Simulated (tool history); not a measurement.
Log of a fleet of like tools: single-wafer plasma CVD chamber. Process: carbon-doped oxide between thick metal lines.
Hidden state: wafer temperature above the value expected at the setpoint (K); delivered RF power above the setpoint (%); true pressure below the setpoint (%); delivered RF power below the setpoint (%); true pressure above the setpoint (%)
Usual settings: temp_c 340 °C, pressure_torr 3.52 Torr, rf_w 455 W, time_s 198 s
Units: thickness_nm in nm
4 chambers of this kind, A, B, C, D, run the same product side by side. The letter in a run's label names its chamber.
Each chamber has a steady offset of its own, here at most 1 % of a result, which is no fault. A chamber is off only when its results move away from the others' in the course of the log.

run,day,temp_c,pressure_torr,rf_w,time_s,hours since the last thermocouple change,hours since the last RF generator calibration,hours since the last manometer calibration,"read-back reference wafer on the same gauge, thickness_nm",thickness_nm
1C,0.117,340,3.52,455,198,1329.1,1782.8,1877.3,743.89,925.07
# day 0.129: chamber D: thermocouple changed; heater temperature recalibrated
2B,0.217,340,3.52,455,198,523.0,167.6,613.3,743.71,919.79
3A,0.400,340,3.52,455,198,2059.9,1509.0,1519.8,744.00,907.01
4D,0.550,340,3.52,455,198,10.2,764.9,112.9,743.59,912.86
5C,0.721,340,3.52,455,198,1343.6,1797.3,1891.8,743.37,920.48
6D,0.862,350,3.26,455,198,17.7,772.4,120.4,743.95,877.77
7B,0.971,350,3.26,455,198,541.1,185.7,631.4,743.48,884.34
8A,1.071,350,3.26,455,198,2076.0,1525.1,1535.9,743.65,873.39
9C,1.154,350,3.26,455,198,1354.0,1807.7,1902.2,742.95,888.07
10B,1.233,340,3.52,455,198,547.4,192.0,637.7,743.61,915.44
11A,1.388,340,3.52,455,198,2083.6,1532.7,1543.5,743.92,908.75
12D,1.550,340,3.52,455,198,34.2,788.9,136.9,743.56,913.13
13D,1.646,340,3.52,455,198,36.5,791.2,139.2,744.03,905.35
14A,1.792,340,3.52,455,198,2093.3,1542.4,1553.2,743.75,907.08
15C,1.962,340,3.52,455,198,1373.4,1827.1,1921.6,744.54,917.16
16B,2.083,340,3.52,455,198,567.8,212.4,658.1,743.93,926.73
17A,2.212,340,3.52,455,198,2103.4,1552.5,1563.3,743.69,906.00
18D,2.371,340,3.52,455,198,53.9,808.6,156.6,743.68,915.47
19B,2.454,340,3.52,455,198,576.7,221.3,667.0,744.13,918.39
20C,2.571,340,3.52,455,198,1388.0,1841.7,1936.2,744.41,927.86
21C,2.662,340,3.52,455,198,1390.2,1843.9,1938.4,743.85,924.01
22B,2.821,340,3.52,455,198,585.5,230.1,675.8,742.90,921.56
23D,2.950,340,3.52,455,198,67.8,822.5,170.5,744.20,910.23
24A,3.054,340,3.52,455,198,2123.6,1572.7,1583.5,744.21,906.37
25A,3.200,340,3.52,455,198,2127.1,1576.2,1587.0,744.24,908.41
26B,3.325,340,3.52,455,198,597.6,242.2,687.9,743.64,920.04
27D,3.483,340,3.52,455,198,80.6,835.3,183.3,743.66,910.11
28C,3.621,340,3.52,455,198,1413.2,1866.9,1961.4,744.65,921.01
29B,3.746,340,3.52,455,198,607.7,252.3,698.0,744.54,919.97
30A,3.871,340,3.52,455,198,2143.2,1592.3,1603.1,744.35,908.32
31C,3.988,340,3.52,455,198,1422.0,1875.7,1970.2,744.48,931.20
32D,4.100,340,3.52,455,198,95.4,850.1,198.1,743.72,914.58
33C,4.271,340,3.52,455,198,1428.8,1882.5,1977.0,743.87,925.27
34D,4.358,340,3.52,455,198,101.6,856.3,204.3,743.70,918.09
35B,4.438,340,3.52,455,198,624.3,268.9,714.6,744.16,923.85
36A,4.617,340,3.52,455,198,2161.1,1610.2,1621.0,744.49,902.90
37C,4.754,340,3.52,495,198,1440.4,1894.1,1988.6,744.21,973.38
38B,4.929,340,3.52,495,198,636.1,280.7,726.4,743.51,966.88
39D,5.058,340,3.52,495,198,118.4,873.1,221.1,744.34,963.81
# day 5.062: chamber A: RF generator calibrated
40A,5.200,340,3.52,495,198,2175.1,3.4,1635.0,744.05,957.57
41A,5.354,340,3.52,455,198,2178.8,7.1,1638.7,743.81,903.24
42C,5.450,340,3.52,455,198,1457.1,1910.8,2005.3,743.90,922.52
43D,5.575,340,3.52,455,198,130.8,885.5,233.5,744.58,916.86
44B,5.696,340,3.52,455,198,654.5,299.1,744.8,743.63,918.70

All 4 chambers run these settings next. Forecast each chamber's results:
45A,5.829,340,4.21,455,198,,,,,?
45B,5.829,340,4.21,455,198,,,,,?
45C,5.829,340,4.21,455,198,,,,,?
45D,5.829,340,4.21,455,198,,,,,?

run,thickness_nm
45A,927.76
45B,942.75
45C,947.47
45D,939.04
